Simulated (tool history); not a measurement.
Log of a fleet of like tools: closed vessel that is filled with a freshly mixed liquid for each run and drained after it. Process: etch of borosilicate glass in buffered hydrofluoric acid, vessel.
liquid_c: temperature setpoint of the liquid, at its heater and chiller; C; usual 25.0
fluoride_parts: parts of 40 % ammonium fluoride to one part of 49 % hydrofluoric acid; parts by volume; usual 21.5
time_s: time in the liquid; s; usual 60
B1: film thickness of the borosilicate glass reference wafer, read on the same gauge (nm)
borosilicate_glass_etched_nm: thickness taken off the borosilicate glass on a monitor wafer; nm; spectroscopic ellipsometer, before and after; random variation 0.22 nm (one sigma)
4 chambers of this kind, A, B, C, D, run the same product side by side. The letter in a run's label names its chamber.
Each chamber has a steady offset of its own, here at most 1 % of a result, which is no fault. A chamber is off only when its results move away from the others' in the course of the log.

Run 1A, hour 4.4: usual settings; B1 109.99. Result: borosilicate_glass_etched_nm 38.346 nm.
Run 2D, hour 13.3: usual settings; B1 110.02. Result: borosilicate_glass_etched_nm 37.930 nm.
Run 3C, hour 22.1: usual settings; B1 110.01. Result: borosilicate_glass_etched_nm 37.412 nm.
Run 4B, hour 31.1: usual settings; B1 110.00. Result: borosilicate_glass_etched_nm 38.021 nm.
Run 5D, hour 40.0: usual settings; B1 110.01. Result: borosilicate_glass_etched_nm 38.396 nm.
Run 6C, hour 46.6: usual settings; B1 110.00. Result: borosilicate_glass_etched_nm 37.315 nm.
Run 7B, hour 56.4: usual settings; B1 109.97. Result: borosilicate_glass_etched_nm 37.648 nm.
Run 8A, hour 61.7: usual settings; B1 110.02. Result: borosilicate_glass_etched_nm 38.009 nm.
Run 9C, hour 69.2: usual settings; B1 109.99. Result: borosilicate_glass_etched_nm 37.206 nm.
Run 10A, hour 74.0: usual settings; B1 109.97. Result: borosilicate_glass_etched_nm 38.053 nm.
Run 11B, hour 80.6: usual settings; B1 110.01. Result: borosilicate_glass_etched_nm 38.056 nm.
Run 12D, hour 89.7: usual settings; B1 110.04. Result: borosilicate_glass_etched_nm 38.355 nm.
Run 13C, hour 97.0: usual settings; B1 110.00. Result: borosilicate_glass_etched_nm 37.141 nm.
Run 14A, hour 103.9: usual settings; B1 110.02. Result: borosilicate_glass_etched_nm 38.031 nm.
Run 15B, hour 112.2: usual settings; B1 110.00. Result: borosilicate_glass_etched_nm 38.592 nm.
Run 16D, hour 117.8: usual settings but liquid_c 21.5 C; B1 110.02. Result: borosilicate_glass_etched_nm 31.584 nm.
Run 17C, hour 125.9: usual settings but liquid_c 21.5 C; B1 109.98. Result: borosilicate_glass_etched_nm 30.717 nm.
Run 18D, hour 131.9: usual settings but liquid_c 21.5 C; B1 110.01. Result: borosilicate_glass_etched_nm 31.512 nm.
Run 19A, hour 139.5: usual settings but liquid_c 21.5 C; B1 110.00. Result: borosilicate_glass_etched_nm 31.440 nm.
Run 20B, hour 144.3: usual settings; B1 110.00. Result: borosilicate_glass_etched_nm 39.258 nm.
Run 21D, hour 150.9: usual settings; B1 109.98. Result: borosilicate_glass_etched_nm 38.198 nm.
Run 22C, hour 158.3: usual settings; B1 110.03. Result: borosilicate_glass_etched_nm 37.383 nm.
Run 23B, hour 162.7: usual settings; B1 110.00. Result: borosilicate_glass_etched_nm 39.117 nm.
Run 24A, hour 172.3: usual settings; B1 110.01. Result: borosilicate_glass_etched_nm 38.298 nm.
Run 25C, hour 179.1: usual settings; B1 109.98. Result: borosilicate_glass_etched_nm 37.671 nm.
Run 26B, hour 188.6: usual settings but fluoride_parts 25.0 parts by volume; B1 110.01. Result: borosilicate_glass_etched_nm 35.869 nm.
Run 27A, hour 196.2: usual settings but fluoride_parts 25.0 parts by volume; B1 109.99. Result: borosilicate_glass_etched_nm 34.490 nm.

Is one chamber off against the others, does the gauge drift, or is nothing wrong? If a chamber is off, say which, and what the likeliest cause is.

Chamber B drifts away from the others.
Cause: liquid hotter than its thermometer reads (K) = 0.925.
The log may not tell that from: hydrofluoric acid flow above the setpoint (%).

Here are 4 candidates for chamber B's next run, each the usual settings with a change, their results left as question marks. Which one brings its results back in line with what the others give on the usual settings?
In line means no further than this from the other chambers' mean on the usual settings: borosilicate_glass_etched_nm 0.780 nm
Run 28B-1, hour 203.3: usual settings but time_s 55 s. Result: borosilicate_glass_etched_nm ?.
Run 28B-2, hour 203.3: usual settings but time_s 65 s. Result: borosilicate_glass_etched_nm ?.
Run 28B-3, hour 203.3: usual settings but liquid_c 26.0 C. Result: borosilicate_glass_etched_nm ?.
Run 28B-4, hour 203.3: usual settings but liquid_c 24.0 C. Result: borosilicate_glass_etched_nm ?.

The other chambers' mean on the usual settings: borosilicate_glass_etched_nm 37.951 nm
  run  borosilicate_glass_etched_nm
28B-1                        36.552
28B-2                        43.197
28B-3                        42.074
28B-4                        37.758
28B-4 brings the chamber back in line.
